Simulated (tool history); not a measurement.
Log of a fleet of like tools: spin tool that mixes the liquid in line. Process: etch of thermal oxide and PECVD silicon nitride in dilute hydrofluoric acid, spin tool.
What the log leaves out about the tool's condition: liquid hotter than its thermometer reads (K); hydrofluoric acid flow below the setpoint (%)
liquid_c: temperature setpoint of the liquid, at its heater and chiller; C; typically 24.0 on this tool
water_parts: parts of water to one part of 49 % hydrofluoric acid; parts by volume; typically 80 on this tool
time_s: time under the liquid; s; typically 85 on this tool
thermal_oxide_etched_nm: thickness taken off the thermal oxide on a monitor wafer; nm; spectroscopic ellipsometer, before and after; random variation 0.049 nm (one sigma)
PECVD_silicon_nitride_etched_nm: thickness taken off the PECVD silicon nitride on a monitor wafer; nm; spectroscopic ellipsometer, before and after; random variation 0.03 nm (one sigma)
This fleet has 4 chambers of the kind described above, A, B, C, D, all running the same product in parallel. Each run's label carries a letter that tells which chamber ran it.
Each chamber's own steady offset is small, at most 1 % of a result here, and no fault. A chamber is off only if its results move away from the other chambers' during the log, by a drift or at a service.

run	hour	liquid_c	water_parts	time_s	hours since the thermometer was replaced	hours since the hydrofluoric acid flow meter was replaced	read-back film thickness of the thermal oxide reference wafer, read on the same gauge (nm)	read-back film thickness of the PECVD silicon nitride reference wafer, read on the same gauge (nm)	thermal_oxide_etched_nm	PECVD_silicon_nitride_etched_nm
1D	6.0	24.0	80	85	2197.7	754.1	129.95	120.01	5.7335	2.6336
2C	18.0	24.0	80	85	585.8	219.4	130.00	120.01	5.4432	2.6689
3A	28.4	24.0	80	85	733.0	164.9	130.03	119.99	5.4890	2.6527
4B	40.8	24.0	80	85	391.5	175.6	129.99	119.99	5.5878	2.6821
5B	48.7	24.0	80	85	399.4	183.5	129.98	119.95	5.5742	2.6636
# hour 57.3: chamber D: thermometer replaced
6C	60.8	24.0	80	85	628.6	262.2	130.01	120.00	5.6032	2.6686
7A	71.3	24.0	80	120	775.9	207.8	129.98	120.03	7.7924	3.6559
8D	80.6	24.0	80	120	23.3	828.7	130.00	119.98	7.8473	3.6999
9C	92.4	24.0	80	120	660.2	293.8	129.98	120.00	7.7623	3.7518
10D	100.3	24.0	80	120	43.0	848.4	130.01	120.00	7.8513	3.6135
11A	110.4	24.0	80	85	815.0	246.9	130.01	120.02	5.4754	2.6652
12B	121.6	24.0	80	85	472.3	256.4	130.02	119.99	5.4585	2.6443
13B	130.4	24.0	80	85	481.1	265.2	130.00	120.01	5.5849	2.6723
14D	139.5	20.5	80	45	82.2	887.6	129.97	120.00	2.5479	1.1106
# hour 143.0: chamber D: hydrofluoric acid flow meter replaced
15C	145.5	20.5	80	45	713.3	346.9	130.00	119.96	2.5463	1.0983
16A	155.9	20.5	80	45	860.5	292.4	129.95	119.98	2.5376	1.0808
17D	163.5	20.5	80	45	106.2	20.5	129.96	120.03	2.5757	1.0959
18A	172.9	24.0	80	85	877.5	309.4	129.99	120.00	5.5639	2.5816
19B	182.8	24.0	95	85	533.5	317.6	130.03	120.02	4.5306	2.2584
20C	188.2	24.0	95	85	756.0	389.6	130.00	120.02	4.6382	2.2144
21C	199.8	24.0	95	85	767.6	401.2	129.97	119.99	4.6731	2.2853
22D	205.9	24.0	95	85	148.6	62.9	130.07	120.00	4.5745	2.2304
23B	218.4	24.0	80	85	569.1	353.2	130.03	120.02	5.5317	2.6535
24A	230.1	24.0	80	85	934.7	366.6	130.00	119.99	5.4589	2.5901

Each of the 4 chambers runs these same settings next. Fill in every chamber's results:
25A	239.1	28.0	80	85					?	?
25B	239.1	28.0	80	85					?	?
25C	239.1	28.0	80	85					?	?
25D	239.1	28.0	80	85					?	?

run	thermal_oxide_etched_nm	PECVD_silicon_nitride_etched_nm
25A	6.4556	3.4160
25B	6.5204	3.3889
25C	6.4478	3.4847
25D	6.4955	3.4989
